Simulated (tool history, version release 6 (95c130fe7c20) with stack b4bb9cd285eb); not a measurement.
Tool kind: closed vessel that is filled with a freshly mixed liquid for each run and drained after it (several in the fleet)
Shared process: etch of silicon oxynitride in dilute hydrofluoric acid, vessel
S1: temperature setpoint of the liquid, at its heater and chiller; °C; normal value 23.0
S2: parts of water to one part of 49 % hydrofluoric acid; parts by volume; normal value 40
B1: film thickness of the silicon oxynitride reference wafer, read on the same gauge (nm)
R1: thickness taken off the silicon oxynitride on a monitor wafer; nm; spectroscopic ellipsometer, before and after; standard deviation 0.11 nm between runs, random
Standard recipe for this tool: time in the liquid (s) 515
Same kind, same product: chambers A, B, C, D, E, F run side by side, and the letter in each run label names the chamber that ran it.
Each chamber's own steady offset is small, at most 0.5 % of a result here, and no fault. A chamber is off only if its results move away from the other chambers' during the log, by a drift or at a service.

run 1A hour=5.8 | S1=23.0 S2=40 time_in_the_liquid_(s)=515 | B1=79.985 | R1=30.226
run 2C hour=13.5 | S1=23.0 S2=40 time_in_the_liquid_(s)=515 | B1=80.010 | R1=30.341
run 3E hour=21.8 | S1=23.0 S2=40 time_in_the_liquid_(s)=515 | B1=80.004 | R1=30.184
run 4D hour=26.5 | S1=23.0 S2=40 time_in_the_liquid_(s)=515 | B1=79.981 | R1=30.174
run 5F hour=32.8 | S1=23.0 S2=50 time_in_the_liquid_(s)=245 | B1=80.010 | R1=11.352
run 6B hour=41.8 | S1=23.0 S2=50 time_in_the_liquid_(s)=245 | B1=79.997 | R1=11.369
run 7B hour=50.5 | S1=23.0 S2=50 time_in_the_liquid_(s)=245 | B1=79.986 | R1=11.325
run 8D hour=57.1 | S1=23.0 S2=50 time_in_the_liquid_(s)=245 | B1=79.983 | R1=11.369
run 9F hour=64.8 | S1=23.0 S2=50 time_in_the_liquid_(s)=245 | B1=79.996 | R1=11.383
run 10E hour=70.3 | S1=23.0 S2=50 time_in_the_liquid_(s)=245 | B1=80.010 | R1=11.332
run 11C hour=80.4 | S1=23.0 S2=40 time_in_the_liquid_(s)=515 | B1=79.995 | R1=30.367
run 12A hour=88.3 | S1=23.0 S2=40 time_in_the_liquid_(s)=515 | B1=80.019 | R1=30.124
-- hour=92.3 chamber C: hydrofluoric acid flow meter replaced
run 13D hour=95.2 | S1=23.0 S2=40 time_in_the_liquid_(s)=515 | B1=79.992 | R1=30.280
run 14A hour=102.1 | S1=23.0 S2=40 time_in_the_liquid_(s)=515 | B1=79.996 | R1=30.097
-- hour=105.5 chamber A: hydrofluoric acid flow meter replaced
run 15E hour=110.0 | S1=23.0 S2=40 time_in_the_liquid_(s)=515 | B1=80.004 | R1=30.242
run 16C hour=115.3 | S1=23.0 S2=40 time_in_the_liquid_(s)=515 | B1=79.977 | R1=30.265
run 17B hour=124.0 | S1=23.0 S2=40 time_in_the_liquid_(s)=515 | B1=79.984 | R1=30.224
run 18F hour=131.5 | S1=23.0 S2=40 time_in_the_liquid_(s)=515 | B1=80.019 | R1=30.325
run 19F hour=136.2 | S1=23.0 S2=40 time_in_the_liquid_(s)=515 | B1=79.999 | R1=30.029
run 20B hour=140.6 | S1=20.5 S2=40 time_in_the_liquid_(s)=410 | B1=80.008 | R1=21.077
run 21E hour=147.6 | S1=20.5 S2=40 time_in_the_liquid_(s)=410 | B1=79.993 | R1=21.207
run 22D hour=156.5 | S1=20.5 S2=40 time_in_the_liquid_(s)=410 | B1=80.002 | R1=21.194
-- hour=157.4 chamber E: thermometer replaced
-- hour=162.8 chamber D: hydrofluoric acid flow meter replaced
run 23C hour=165.1 | S1=20.5 S2=40 time_in_the_liquid_(s)=410 | B1=80.001 | R1=21.274
run 24A hour=170.3 | S1=20.5 S2=40 time_in_the_liquid_(s)=410 | B1=79.999 | R1=21.225
run 25D hour=176.2 | S1=20.5 S2=40 time_in_the_liquid_(s)=410 | B1=80.005 | R1=21.220
run 26C hour=184.0 | S1=23.0 S2=40 time_in_the_liquid_(s)=515 | B1=79.995 | R1=30.265
run 27F hour=193.9 | S1=21.5 S2=40 time_in_the_liquid_(s)=375 | B1=79.992 | R1=20.427
run 28B hour=198.5 | S1=21.5 S2=40 time_in_the_liquid_(s)=375 | B1=80.008 | R1=20.413
run 29A hour=203.0 | S1=21.5 S2=40 time_in_the_liquid_(s)=375 | B1=79.996 | R1=20.449
run 30E hour=209.7 | S1=21.5 S2=40 time_in_the_liquid_(s)=375 | B1=79.990 | R1=20.268
run 31B hour=217.0 | S1=21.5 S2=40 time_in_the_liquid_(s)=375 | B1=80.006 | R1=20.346
run 32A hour=221.5 | S1=21.5 S2=40 time_in_the_liquid_(s)=375 | B1=80.005 | R1=20.436
run 33F hour=226.1 | S1=23.0 S2=40 time_in_the_liquid_(s)=515 | B1=80.012 | R1=30.079
run 34E hour=235.9 | S1=23.0 S2=40 time_in_the_liquid_(s)=515 | B1=80.001 | R1=30.029
run 35D hour=245.7 | S1=23.0 S2=40 time_in_the_liquid_(s)=515 | B1=80.006 | R1=30.213
run 36C hour=251.4 | S1=23.0 S2=40 time_in_the_liquid_(s)=515 | B1=79.999 | R1=30.251

Decide between three cases: one chamber stands off from its peers, the gauge reading all wafers drifts, or nothing is wrong past each chamber's small offset. Where a chamber is off, say which and what most likely put it there.

Nothing is wrong: each chamber keeps only its own small, steady offset and the gauge holds still.
